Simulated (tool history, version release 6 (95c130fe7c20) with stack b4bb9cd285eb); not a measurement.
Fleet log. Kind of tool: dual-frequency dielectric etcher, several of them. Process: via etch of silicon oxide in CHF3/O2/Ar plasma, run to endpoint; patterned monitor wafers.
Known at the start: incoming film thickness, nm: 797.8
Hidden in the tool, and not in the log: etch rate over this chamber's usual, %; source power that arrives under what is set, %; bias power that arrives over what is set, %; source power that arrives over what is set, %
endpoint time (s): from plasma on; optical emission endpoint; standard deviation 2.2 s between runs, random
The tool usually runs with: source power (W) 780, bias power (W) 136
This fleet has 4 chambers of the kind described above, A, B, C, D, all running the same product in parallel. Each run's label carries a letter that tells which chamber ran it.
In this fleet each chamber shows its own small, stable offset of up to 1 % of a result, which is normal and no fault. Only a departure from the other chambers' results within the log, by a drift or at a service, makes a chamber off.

run   hour  source power (W)  bias power (W)  hours since the last wet clean  hours since the last source power generator calibration  hours since the last bias power generator calibration  endpoint time (s)
 1C    8.6               780             136                           391.3                                                    624.7                                                 3190.0             401.79
 2D   17.6               780             136                           294.0                                                   1815.1                                                 2317.1             401.16
 3B   24.0               780             136                            71.4                                                   1617.8                                                 2031.0             392.18
 4A   33.3               780             136                           370.9                                                    587.1                                                 3627.2             402.48
 5C   38.5               780             136                           421.2                                                    654.6                                                 3219.9             397.90
 6A   46.4               660             136                           384.0                                                    600.2                                                 3640.3             428.47
 7B   51.7               660             136                            99.1                                                   1645.5                                                 2058.7             420.29
 8D   59.4               660             136                           335.8                                                   1856.9                                                 2358.9             425.01
 9C   65.7               660             136                           448.4                                                    681.8                                                 3247.1             432.53
10A   75.2               870             169                           412.8                                                    629.0                                                 3669.1             358.01
11B   83.6               870             169                           131.0                                                   1677.4                                                 2090.6             353.92
12D   93.3               870             169                           369.7                                                   1890.8                                                 2392.8             354.38
13B   99.3               870             169                           146.7                                                   1693.1                                                 2106.3             352.54
14C  108.2               780             136                           490.9                                                    724.3                                                 3289.6             397.63
15D  113.4               780             136                           389.8                                                   1910.9                                                 2412.9             395.29
16A  118.9               930             156                           456.5                                                    672.7                                                 3712.8             357.29
17B  124.6               930             156                           172.0                                                   1718.4                                                 2131.6             351.66
     125.9  -- chamber D: source power generator calibrated
     126.8  -- chamber A: wet clean of the chamber
18D  131.1               930             156                           407.5                                                      5.3                                                 2430.6             354.49
19A  137.5               930             156                            10.8                                                    691.3                                                 3731.4             361.54
20C  144.8               780             136                           527.5                                                    760.9                                                 3326.2             398.56
21B  150.4               780             136                           197.8                                                   1744.2                                                 2157.4             400.26
22A  156.9               780             136                            30.2                                                    710.7                                                 3750.8             400.18
23D  164.8               780             136                           441.2                                                     39.0                                                 2464.3             399.48
24C  169.4               780             136                           552.1                                                    785.5                                                 3350.8             397.88
25C  177.0               780             136                           559.7                                                    793.1                                                 3358.4             397.23
26D  185.7               780             136                           462.1                                                     59.9                                                 2485.2             401.43
27B  191.0               780             136                           238.4                                                   1784.8                                                 2198.0             395.53
28A  196.2               780             136                            69.5                                                    750.0                                                 3790.1             400.44
29B  201.8               780             136                           249.2                                                   1795.6                                                 2208.8             400.28
30C  209.0               780             106                           591.7                                                    825.1                                                 3390.4             433.50
31A  217.8               780             106                            91.1                                                    771.6                                                 3811.7             436.75
32D  222.3               780             106                           498.7                                                     96.5                                                 2521.8             429.09
33B  230.3               780             106                           277.7                                                   1824.1                                                 2237.3             429.32
34D  240.1               780             136                           516.5                                                    114.3                                                 2539.6             401.62
35C  248.7               780             136                           631.4                                                    864.8                                                 3430.1             399.73

Has any chamber moved away from the others, gradually or after a service, or does the common gauge drift, or do the chambers differ only by their own small steady offsets? State the chamber and the most likely cause if one applies.

Nothing is wrong: each chamber keeps only its own small, steady offset and the gauge holds still.

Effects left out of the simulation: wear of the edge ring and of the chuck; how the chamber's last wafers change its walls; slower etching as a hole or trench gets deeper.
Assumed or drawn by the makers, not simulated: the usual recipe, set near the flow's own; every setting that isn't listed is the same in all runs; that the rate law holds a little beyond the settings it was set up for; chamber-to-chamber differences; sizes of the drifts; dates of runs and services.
